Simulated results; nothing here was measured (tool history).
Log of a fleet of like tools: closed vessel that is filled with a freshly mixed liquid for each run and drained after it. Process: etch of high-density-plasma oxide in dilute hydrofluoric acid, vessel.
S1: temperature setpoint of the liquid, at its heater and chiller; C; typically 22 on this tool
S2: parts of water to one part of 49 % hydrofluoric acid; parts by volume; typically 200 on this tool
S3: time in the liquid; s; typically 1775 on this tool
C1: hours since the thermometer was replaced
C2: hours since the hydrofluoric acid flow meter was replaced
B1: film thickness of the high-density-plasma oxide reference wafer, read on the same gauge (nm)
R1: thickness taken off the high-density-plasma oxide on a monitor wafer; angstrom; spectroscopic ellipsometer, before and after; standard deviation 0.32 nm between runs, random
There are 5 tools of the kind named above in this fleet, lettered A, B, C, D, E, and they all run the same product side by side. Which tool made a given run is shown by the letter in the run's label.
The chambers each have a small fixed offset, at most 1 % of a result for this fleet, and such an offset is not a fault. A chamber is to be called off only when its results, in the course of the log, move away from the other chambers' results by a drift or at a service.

run 1A day=0.204 | S1=22 S2=200 S3=1775 | C1=432.0 C2=845.5 | B1=49.988 | R1=421.08
run 2D day=0.596 | S1=22 S2=200 S3=1775 | C1=950.5 C2=141.0 | B1=50.006 | R1=421.55
run 3C day=0.850 | S1=22 S2=200 S3=1775 | C1=740.5 C2=355.3 | B1=49.964 | R1=422.99
run 4B day=1.175 | S1=22 S2=200 S3=1775 | C1=925.7 C2=446.2 | B1=49.999 | R1=418.49
run 5E day=1.375 | S1=22 S2=200 S3=1775 | C1=392.1 C2=211.5 | B1=50.022 | R1=417.57
run 6C day=1.767 | S1=22 S2=200 S3=1775 | C1=762.5 C2=377.3 | B1=50.014 | R1=423.62
run 7B day=2.046 | S1=22 S2=115 S3=865 | C1=946.6 C2=467.1 | B1=49.971 | R1=389.58
run 8E day=2.458 | S1=22 S2=115 S3=865 | C1=418.1 C2=237.5 | B1=50.031 | R1=398.49
run 9D day=2.712 | S1=22 S2=115 S3=865 | C1=1001.3 C2=191.8 | B1=49.988 | R1=393.47
run 10A day=2.958 | S1=22 S2=115 S3=865 | C1=498.1 C2=911.6 | B1=49.996 | R1=393.66
run 11E day=3.325 | S1=22 S2=115 S3=865 | C1=438.9 C2=258.3 | B1=50.021 | R1=393.81
run 12C day=3.521 | S1=22 S2=200 S3=1775 | C1=804.6 C2=419.4 | B1=50.001 | R1=419.55
run 13B day=3.938 | S1=22 S2=255 S3=2430 | C1=992.0 C2=512.5 | B1=50.015 | R1=426.24
run 14A day=4.162 | S1=22 S2=255 S3=2430 | C1=527.0 C2=940.5 | B1=50.029 | R1=424.36
run 15D day=4.488 | S1=22 S2=255 S3=2430 | C1=1043.9 C2=234.4 | B1=50.015 | R1=430.40
run 16A day=4.900 | S1=22 S2=255 S3=2430 | C1=544.7 C2=958.2 | B1=49.984 | R1=430.29
run 17D day=5.196 | S1=22 S2=255 S3=2430 | C1=1060.9 C2=251.4 | B1=50.009 | R1=427.57
run 18E day=5.392 | S1=22 S2=200 S3=1775 | C1=488.5 C2=307.9 | B1=50.019 | R1=419.55
run 19C day=5.596 | S1=22 S2=200 S3=1775 | C1=854.4 C2=469.2 | B1=50.017 | R1=421.35
run 20B day=5.912 | S1=22 S2=200 S3=1775 | C1=1039.4 C2=559.9 | B1=50.006 | R1=420.99
run 21E day=6.342 | S1=22 S2=200 S3=1775 | C1=511.3 C2=330.7 | B1=49.978 | R1=419.82
run 22A day=6.750 | S1=22 S2=200 S3=1775 | C1=589.1 C2=1002.6 | B1=50.021 | R1=436.15
run 23B day=7.088 | S1=22 S2=200 S3=1775 | C1=1067.6 C2=588.1 | B1=50.013 | R1=416.06
run 24C day=7.317 | S1=22 S2=200 S3=1775 | C1=895.7 C2=510.5 | B1=50.002 | R1=424.95
run 25D day=7.733 | S1=22 S2=200 S3=1775 | C1=1121.8 C2=312.3 | B1=50.008 | R1=426.80
run 26C day=7.967 | S1=22 S2=200 S3=1775 | C1=911.3 C2=526.1 | B1=49.994 | R1=422.22
run 27A day=8.300 | S1=22 S2=200 S3=1775 | C1=626.3 C2=1039.8 | B1=50.004 | R1=445.06
run 28B day=8.575 | S1=22 S2=200 S3=1775 | C1=1103.3 C2=623.8 | B1=49.978 | R1=415.43
run 29E day=8.929 | S1=22 S2=200 S3=1775 | C1=573.4 C2=392.8 | B1=49.993 | R1=421.98
run 30D day=9.321 | S1=22 S2=200 S3=1775 | C1=1159.9 C2=350.4 | B1=50.001 | R1=427.96
run 31B day=9.692 | S1=22 S2=200 S3=1775 | C1=1130.1 C2=650.6 | B1=49.998 | R1=421.20

Read the log: is a single chamber off, either drifting away or since a service, is the gauge that measures every chamber drifting, or is nothing wrong beyond small per-chamber offsets? Name any odd chamber and what most likely caused it.

It is chamber A that slowly wanders off from its peers.
Likeliest cause: hydrofluoric acid flow above the setpoint (%) = 7.21.
The log might look much the same if the cause were instead: liquid hotter than its thermometer reads (K).

Chamber A could run next with any of the 4 candidate recipes listed below; each alters the usual settings, and their results appear as question marks. Which one brings its results back in line with what the other chambers deliver on the usual settings?
Allowed miss from the other chambers' usual-settings mean, per result, to count as in line: R1 11.00 angstrom
run 32A-1 day=10.000 | S1=22.0 S2=195 S3=1850 | R1=?
run 32A-2 day=10.000 | S1=22.0 S2=200 S3=1505 | R1=?
run 32A-3 day=10.000 | S1=22.5 S2=180 S3=1775 | R1=?
run 32A-4 day=10.000 | S1=22.0 S2=205 S3=1700 | R1=?

Other chambers, usual settings, mean: R1 420.62 angstrom
run=32A-1 R1=491.28
run=32A-2 R1=387.61
run=32A-3 R1=528.92
run=32A-4 R1=424.90
With 32A-4, the chamber falls back in line with the rest.

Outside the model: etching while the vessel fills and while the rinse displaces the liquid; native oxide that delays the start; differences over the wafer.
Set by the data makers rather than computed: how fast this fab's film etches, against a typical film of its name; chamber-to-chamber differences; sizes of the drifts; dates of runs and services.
